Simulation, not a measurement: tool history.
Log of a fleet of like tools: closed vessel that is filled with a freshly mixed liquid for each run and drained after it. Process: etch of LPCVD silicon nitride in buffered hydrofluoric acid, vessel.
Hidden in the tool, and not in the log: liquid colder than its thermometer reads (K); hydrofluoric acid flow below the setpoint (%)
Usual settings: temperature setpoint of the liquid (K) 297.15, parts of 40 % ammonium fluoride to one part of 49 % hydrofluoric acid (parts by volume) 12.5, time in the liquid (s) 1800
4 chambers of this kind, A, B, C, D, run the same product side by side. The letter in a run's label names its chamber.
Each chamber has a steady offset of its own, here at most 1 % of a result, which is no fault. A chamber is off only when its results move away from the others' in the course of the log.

run	day	temperature setpoint of the liquid (K)	parts of 40 % ammonium fluoride to one part of 49 % hydrofluoric acid (parts by volume)	time in the liquid (s)	hours since the thermometer was replaced	hours since the hydrofluoric acid flow meter was replaced	read-back film thickness of the LPCVD silicon nitride reference wafer, read on the same gauge (nm)	thickness taken off the LPCVD silicon nitride on a monitor wafer (nm)
1B	0.217	297.15	12.5	1800	483.2	423.7	50.011	18.894
2C	0.325	297.15	12.5	1800	612.8	291.8	50.001	19.119
3A	0.458	297.15	12.5	1800	1989.3	1046.5	49.978	18.957
4D	0.667	297.15	12.5	1800	522.7	655.3	50	19.402
5B	0.796	297.15	12.5	1800	497.1	437.6	49.99	19.397
6A	0.996	297.15	12.5	1800	2002.2	1059.4	50.001	18.969
7C	1.229	297.15	12.5	1800	634.5	313.5	50.002	18.916
8D	1.417	297.15	12.5	1800	540.7	673.3	49.997	19.371
9C	1.638	297.15	16	1800	644.3	323.3	50.006	14.946
10D	1.746	297.15	16	1800	548.6	681.2	50	15.024
11A	1.929	297.15	16	1800	2024.6	1081.8	50.007	14.8
12B	2.108	297.15	16	1800	528.6	469.1	50.003	14.89
13B	2.292	297.15	12.5	1800	533	473.5	50.006	18.585
14D	2.467	297.15	12.5	1800	565.9	698.5	49.993	19.455
15C	2.617	297.15	12.5	1800	667.8	346.8	50.001	19.001
16A	2.821	297.15	12.5	1800	2046	1103.2	50.002	18.982
17A	3.067	297.15	12.5	1800	2051.9	1109.1	49.998	19.025
18B	3.183	297.15	12.5	1800	554.4	494.9	50.013	18.319
19C	3.362	297.15	12.5	1800	685.7	364.7	49.992	19.104
20D	3.55	297.15	12.5	1800	591.9	724.5	50.009	19.31
21B	3.742	297.15	12.5	1800	567.8	508.3	49.999	17.98
22C	3.917	297.15	12.5	1800	699	378	49.996	18.698
23D	4.146	297.15	12.5	1800	606.2	738.8	50.027	19.246
# day 4.212: chamber A: hydrofluoric acid flow meter replaced
24A	4.3	297.15	12.5	1800	2081.5	2.2	50.001	19.036
25A	4.442	297.15	12.5	1800	2084.9	5.6	49.959	19.212
26B	4.6	297.15	12.5	1800	588.4	528.9	50.033	17.478
27C	4.758	297.15	12.5	1800	719.2	398.2	49.992	19.102
28D	4.912	297.15	12.5	1800	624.6	757.2	49.986	18.949
# day 4.962: chamber C: thermometer replaced
29C	5.112	297.15	12.5	1800	3.6	406.7	49.987	19.249
30D	5.279	297.15	12.5	1800	633.4	766	49.987	19.001
31B	5.392	297.15	12.5	1800	607.4	547.9	49.999	17.282

All 4 chambers run these settings next. Forecast each chamber's results:
32A	5.571	297.15	16	1800				?
32B	5.571	297.15	16	1800				?
32C	5.571	297.15	16	1800				?
32D	5.571	297.15	16	1800				?

run	thickness taken off the LPCVD silicon nitride on a monitor wafer (nm)
32A	14.788
32B	13.357
32C	14.976
32D	15.065
